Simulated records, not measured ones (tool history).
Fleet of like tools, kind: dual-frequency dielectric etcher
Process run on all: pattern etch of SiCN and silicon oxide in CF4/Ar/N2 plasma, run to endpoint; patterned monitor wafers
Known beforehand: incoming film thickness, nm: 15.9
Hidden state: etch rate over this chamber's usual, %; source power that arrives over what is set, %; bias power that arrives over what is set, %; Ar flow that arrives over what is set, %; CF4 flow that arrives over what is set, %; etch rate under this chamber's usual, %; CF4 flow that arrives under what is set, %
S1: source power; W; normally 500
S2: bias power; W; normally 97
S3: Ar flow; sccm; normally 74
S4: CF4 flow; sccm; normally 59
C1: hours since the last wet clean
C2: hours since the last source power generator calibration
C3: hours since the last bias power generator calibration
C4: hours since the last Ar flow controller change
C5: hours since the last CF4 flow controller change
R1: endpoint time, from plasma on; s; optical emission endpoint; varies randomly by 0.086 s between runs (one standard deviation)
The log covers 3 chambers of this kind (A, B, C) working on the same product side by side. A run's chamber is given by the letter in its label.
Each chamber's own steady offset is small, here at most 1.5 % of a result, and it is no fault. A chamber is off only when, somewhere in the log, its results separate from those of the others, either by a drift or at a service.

run,hour,S1,S2,S3,S4,C1,C2,C3,C4,C5,R1
1B,7.3,500,97,74,59,458.7,937.6,408.7,4839,1311.2,15.011
2A,14.5,500,97,74,59,304.7,1287.6,1503.6,1624.5,3022.5,15.064
3C,23.2,500,97,74,59,322.3,597.2,66,3028,73,14.937
4B,31.5,500,97,74,59,482.9,961.8,432.9,4863.2,1335.4,14.88
5A,39.6,500,97,74,59,329.8,1312.7,1528.7,1649.6,3047.6,15.151
6C,49.3,500,97,74,59,348.4,623.3,92.1,3054.1,99.1,15.075
7B,54,500,97,74,59,505.4,984.3,455.4,4885.7,1357.9,15.035
8C,58.4,500,97,74,59,357.5,632.4,101.2,3063.2,108.2,14.991
9A,63.4,500,97,74,59,353.6,1336.5,1552.5,1673.4,3071.4,14.978
10C,68.1,500,97,74,59,367.2,642.1,110.9,3072.9,117.9,14.917
# hour 69.6: chamber A: wet clean of the chamber
11A,74.5,500,97,74,68,4.9,1347.6,1563.6,1684.5,3082.5,14.815
# hour 74.9: chamber B: wet clean of the chamber
12B,81,500,97,74,68,6.1,1011.3,482.4,4912.7,1384.9,15.547
13A,87.9,500,97,74,68,18.3,1361,1577,1697.9,3095.9,14.654
# hour 93.2: chamber A: CF4 flow controller replaced
14B,94.6,500,97,74,59,19.7,1024.9,496,4926.3,1398.5,15.842
15C,103.3,500,97,74,59,402.4,677.3,146.1,3108.1,153.1,15.068
16B,107.6,500,97,74,59,32.7,1037.9,509,4939.3,1411.5,15.714
17A,114,500,97,74,59,44.4,1387.1,1603.1,1724,20.9,15.057
18C,122.8,500,97,74,59,421.9,696.8,165.6,3127.6,172.6,15.145
19C,130.8,500,97,74,59,429.9,704.8,173.6,3135.6,180.6,14.888
20B,135.3,500,97,74,59,60.4,1065.6,536.7,4967,1439.2,15.706
21A,139.8,500,97,74,59,70.2,1412.9,1628.9,1749.8,46.7,15.126

All 3 chambers run these settings next. Forecast each chamber's results:
22A,147,500,97,74,59,,,,,,?
22B,147,500,97,74,59,,,,,,?
22C,147,500,97,74,59,,,,,,?

run,R1
22A,15.155
22B,15.813
22C,15.124
